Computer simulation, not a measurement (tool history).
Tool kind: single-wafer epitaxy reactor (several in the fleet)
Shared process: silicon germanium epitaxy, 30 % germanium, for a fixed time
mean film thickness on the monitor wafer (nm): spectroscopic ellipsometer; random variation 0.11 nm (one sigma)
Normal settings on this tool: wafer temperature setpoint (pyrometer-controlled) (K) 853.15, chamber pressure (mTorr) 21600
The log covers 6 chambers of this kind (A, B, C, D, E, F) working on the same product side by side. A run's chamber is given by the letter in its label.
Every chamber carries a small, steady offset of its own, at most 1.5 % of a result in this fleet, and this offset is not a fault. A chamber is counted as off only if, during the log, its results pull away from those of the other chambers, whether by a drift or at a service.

run,hour,wafer temperature setpoint (pyrometer-controlled) (K),chamber pressure (mTorr),"read-back reference wafer on the same gauge, thickness_nm",mean film thickness on the monitor wafer (nm)
1E,5.5,853.15,21600,49.786,42.067
2C,12.1,853.15,21600,49.823,42.382
3B,20.1,853.15,21600,49.783,41.552
4D,28.8,853.15,21600,49.778,41.352
5A,36.5,853.15,21600,49.785,42.258
# hour 45.5: chamber F: capacitance manometer re-zeroed and calibrated
6F,45.7,853.15,21600,49.773,42.269
7D,52.2,853.15,21600,49.814,41.512
8C,59.2,853.15,21600,49.752,42.511
9F,68.9,853.15,21600,49.805,42.237
10E,75.9,853.15,21600,49.822,42.088
11B,82.8,853.15,21600,49.797,41.893
12A,91.7,853.15,20000,49.802,40.893
13F,98.2,853.15,20000,49.777,41.057
14A,107.8,853.15,20000,49.786,40.888
15C,116.3,853.15,20000,49.829,41.071
16D,125.5,853.15,20000,49.813,40.264
17E,133.1,853.15,20000,49.795,40.618
18B,142.4,853.15,21600,49.801,41.603
19C,151.9,853.15,21600,49.81,42.577
20E,159.5,853.15,21600,49.797,42.183
21A,169.5,853.15,21600,49.813,42.144
22B,176.1,853.15,21600,49.816,41.698
23F,180.9,862.15,21600,49.826,50.006
24D,187,862.15,21600,49.828,49.137
25C,196.6,862.15,21600,49.777,50.266
26B,201.4,862.15,21600,49.79,49.407
# hour 204.9: chamber C: capacitance manometer re-zeroed and calibrated
27F,209.6,862.15,21600,49.812,49.931
# hour 214.9: chamber D: pyrometer calibrated
28D,216.6,862.15,21600,49.815,49.116
29E,223.8,853.15,21600,49.805,42.029
# hour 227.1: chamber F: pyrometer calibrated
30A,229.4,853.15,21600,49.804,42.288
31B,240.3,853.15,21600,49.81,41.899
32E,250.3,853.15,21600,49.771,42.141
33A,257.5,853.15,21600,49.808,42.415
34D,266.2,853.15,21600,49.843,41.634
35F,272.9,853.15,21600,49.818,42.46
36C,278.2,853.15,21600,49.83,42.283
37C,283.6,853.15,21600,49.799,42.197

Is one chamber out of step, is the gauge drifting, or do the chambers differ by no more than their own small offsets? For an off chamber, give its letter and the likeliest cause.

All chambers stay in line apart from their small fixed offsets, and the gauge does not drift.

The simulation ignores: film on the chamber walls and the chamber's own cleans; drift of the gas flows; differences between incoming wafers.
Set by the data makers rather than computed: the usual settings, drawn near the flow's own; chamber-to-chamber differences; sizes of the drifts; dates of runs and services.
